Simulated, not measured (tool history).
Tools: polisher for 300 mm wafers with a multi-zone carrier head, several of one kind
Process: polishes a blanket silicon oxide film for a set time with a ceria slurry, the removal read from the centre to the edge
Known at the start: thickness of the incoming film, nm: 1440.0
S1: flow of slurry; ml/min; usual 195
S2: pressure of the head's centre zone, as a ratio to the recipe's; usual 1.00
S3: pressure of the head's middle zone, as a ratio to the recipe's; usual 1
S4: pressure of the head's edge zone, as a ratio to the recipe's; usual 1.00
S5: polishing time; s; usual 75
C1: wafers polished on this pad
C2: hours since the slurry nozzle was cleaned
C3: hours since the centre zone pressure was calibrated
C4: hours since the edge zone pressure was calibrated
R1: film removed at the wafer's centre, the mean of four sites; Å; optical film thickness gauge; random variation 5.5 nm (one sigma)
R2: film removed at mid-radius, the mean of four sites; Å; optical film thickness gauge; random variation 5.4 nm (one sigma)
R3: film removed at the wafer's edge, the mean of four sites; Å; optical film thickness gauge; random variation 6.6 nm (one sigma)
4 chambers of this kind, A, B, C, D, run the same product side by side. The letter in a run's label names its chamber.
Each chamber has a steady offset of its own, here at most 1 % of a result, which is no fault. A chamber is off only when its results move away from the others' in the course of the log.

run,hour,S1,S2,S3,S4,S5,C1,C2,C3,C4,R1,R2,R3
# hour 6.9: chamber A: worn pad replaced by a new one
1C,9.8,195,1.00,1,1.00,75,428,285.2,249.1,84.1,4519.9,4386.4,4467.5
2D,16.9,195,1.00,1,1.00,75,391,110.3,141.9,393.7,4438.2,4440.7,4428.4
# hour 21.7: chamber B: worn pad replaced by a new one
3B,25.2,195,1.00,1,1.00,75,29,117.4,164.2,373.5,4522.4,4382.2,4438.4
4A,35.6,195,1.00,1,1.00,75,236,212.6,884.9,311.1,4418.6,4472.6,4418.8
# hour 38.0: chamber D: worn pad replaced by a new one
5C,43.8,195,1.00,1,1.00,75,707,319.2,283.1,118.1,4569.7,4448.2,4474.6
6D,52.6,135,1.08,1,1.00,75,120,146.0,177.6,429.4,4498.8,4271.2,4185.2
7B,60.0,135,1.08,1,1.00,75,315,152.2,199.0,408.3,4462.5,4116.6,4333.9
8A,69.8,135,1.08,1,1.00,75,517,246.8,919.1,345.3,4508.1,4143.9,4276.7
9C,77.3,135,1.08,1,1.00,75,982,352.7,316.6,151.6,4440.4,4108.9,4216.4
10A,83.9,195,1.00,1,1.00,75,633,260.9,933.2,359.4,4448.8,4453.4,4480.8
11B,93.4,195,1.00,1,1.00,75,589,185.6,232.4,441.7,4479.6,4374.1,4379.3
12D,101.4,195,1.00,1,1.00,75,520,194.8,226.4,478.2,4408.8,4414.2,4342.7
# hour 104.8: chamber B: worn pad replaced by a new one
13A,106.2,195,1.07,1,1.00,51,816,283.2,955.5,381.7,3171.7,3033.0,3018.4
# hour 107.6: chamber A: worn pad replaced by a new one
14B,116.1,195,1.07,1,1.00,51,93,208.3,255.1,464.4,3226.6,3002.8,3093.0
# hour 121.6: chamber D: worn pad replaced by a new one
15C,126.6,195,1.07,1,1.00,51,1387,402.0,365.9,200.9,3176.3,2928.2,3011.7
16D,134.8,195,1.07,1,1.00,51,109,228.2,259.8,511.6,3228.6,3035.9,2975.1
17A,140.9,195,1.00,1,1.00,75,274,317.9,990.2,416.4,4447.4,4442.1,4484.4
18B,151.2,195,1.00,1,1.00,75,381,243.4,290.2,499.5,4442.3,4423.4,4479.1
19D,160.8,195,1.00,1,1.00,75,322,254.2,285.8,537.6,4411.9,4363.5,4549.9
20C,167.6,250,1.00,1,0.92,75,1724,443.0,406.9,241.9,4225.6,4399.1,4064.0
21D,176.2,250,1.00,1,0.92,75,449,269.6,301.2,553.0,4574.2,4600.1,4336.1
# hour 183.3: chamber D: edge zone pressure recalibrated
22B,186.6,250,1.00,1,0.92,75,672,278.8,325.6,534.9,4513.2,4729.3,4346.6
# hour 189.5: chamber A: worn pad replaced by a new one
23A,194.7,250,1.00,1,0.92,75,43,371.7,1044.0,470.2,4678.2,4638.7,4264.3
24C,200.3,195,1.00,1,1.00,75,1993,475.7,439.6,274.6,4043.7,4095.0,4016.3
25A,208.2,195,1.00,1,1.00,75,153,385.2,1057.5,483.7,4472.3,4355.2,4397.5
# hour 208.6: chamber D: worn pad replaced by a new one
26C,213.3,195,1.00,1,1.00,75,2100,488.7,452.6,287.6,4100.0,4137.1,4156.1
27D,219.9,195,1.00,1,1.00,75,92,313.3,344.9,36.7,4407.6,4439.2,4420.4

What goes on in this fleet: one chamber off, a drifting gauge, or nothing beyond the chambers' own small offsets? Name the chamber and the cause, if any.

Chamber C drifts away from the others.
Cause: removal rate lost through wear of the pad, % = 9.8.
The log may not tell that from: slurry flow missing at the pad, %.

Here are 4 candidates for chamber C's next run, each the usual settings with a change, their results left as question marks. Which one brings its results back in line with what the others give on the usual settings?
In line means no further than this from the other chambers' mean on the usual settings: R1 190.0 Å; R2 190.0 Å; R3 230.0 Å
28C-1,227.6,195,1.00,1,0.99,68,,,,,?,?,?
28C-2,227.6,195,1.00,1,1.01,82,,,,,?,?,?
28C-3,227.6,195,1.00,1,1.00,74,,,,,?,?,?
28C-4,227.6,195,1.00,1,1.00,76,,,,,?,?,?

The other chambers' mean on the usual settings: R1 4437.3 Å; R2 4449.2 Å; R3 4443.4 Å
run,R1,R2,R3
28C-1,3674.6,3642.4,3631.8
28C-2,4431.1,4392.1,4425.1
28C-3,3998.8,3963.7,3972.8
28C-4,4106.9,4070.8,4080.2
28C-2 brings the chamber back in line.
